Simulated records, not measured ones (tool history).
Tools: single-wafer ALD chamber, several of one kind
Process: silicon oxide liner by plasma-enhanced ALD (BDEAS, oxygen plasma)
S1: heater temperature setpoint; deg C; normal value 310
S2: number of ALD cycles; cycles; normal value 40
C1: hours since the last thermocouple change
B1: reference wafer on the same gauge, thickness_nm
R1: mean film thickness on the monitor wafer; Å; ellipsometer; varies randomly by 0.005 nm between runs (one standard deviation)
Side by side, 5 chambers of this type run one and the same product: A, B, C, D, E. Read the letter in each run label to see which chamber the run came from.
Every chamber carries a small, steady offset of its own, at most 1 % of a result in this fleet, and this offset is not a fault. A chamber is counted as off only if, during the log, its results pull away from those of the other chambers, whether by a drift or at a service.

run,hour,S1,S2,C1,B1,R1
1E,6.5,310,40,1500.4,3.9211,36.743
2C,16.2,310,40,1188.0,3.9212,36.529
3D,21.9,310,40,1308.0,3.9206,36.974
4B,31.2,310,40,728.8,3.9211,36.869
5A,40.7,310,40,528.6,3.9233,36.683
6D,45.5,310,40,1331.6,3.9228,36.976
7A,55.2,310,40,543.1,3.9238,36.605
8B,61.8,316,37,759.4,3.9233,33.900
9E,71.3,316,37,1565.2,3.9257,33.685
10C,80.2,316,37,1252.0,3.9250,33.537
11B,85.6,316,37,783.2,3.9257,33.871
12E,93.2,316,37,1587.1,3.9266,33.767
13A,104.0,310,40,591.9,3.9269,36.747
14C,111.8,310,40,1283.6,3.9282,36.638
15D,119.0,310,40,1405.1,3.9290,37.073
16E,129.3,310,40,1623.2,3.9298,36.868
17A,136.5,319,40,624.4,3.9305,36.253
18C,145.8,319,40,1317.6,3.9305,36.171
19B,152.3,319,40,849.9,3.9307,36.533
20D,157.7,319,40,1443.8,3.9321,36.533
21B,168.6,319,40,866.2,3.9332,36.423
22C,176.3,310,40,1348.1,3.9329,36.677
23D,182.5,310,40,1468.6,3.9328,37.139
24E,190.2,310,38,1684.1,3.9338,34.997
25A,199.3,310,38,687.2,3.9344,34.873
26B,207.0,310,38,904.6,3.9346,35.152
27D,212.3,310,38,1498.4,3.9353,35.345
28A,217.2,310,38,705.1,3.9356,34.861
29E,223.8,310,40,1717.7,3.9359,37.030
30C,233.9,310,40,1405.7,3.9379,36.804
31C,242.4,310,40,1414.2,3.9372,36.748
32A,253.3,310,40,741.2,3.9379,36.825
33D,263.8,310,40,1549.9,3.9401,37.137
34E,270.5,310,40,1764.4,3.9413,36.877
35B,278.2,310,40,975.8,3.9393,37.113
36E,285.3,310,40,1779.2,3.9400,36.977
37C,290.4,310,40,1462.2,3.9400,36.833
38D,295.1,310,40,1581.2,3.9419,37.203

The same settings go to every chamber for the next run, one line per chamber below. Forecast the results for each:
39A,302.9,299,40,,,?
39B,302.9,299,40,,,?
39C,302.9,299,40,,,?
39D,302.9,299,40,,,?
39E,302.9,299,40,,,?

run,R1
39A,37.550
39B,37.766
39C,37.379
39D,37.751
39E,37.675
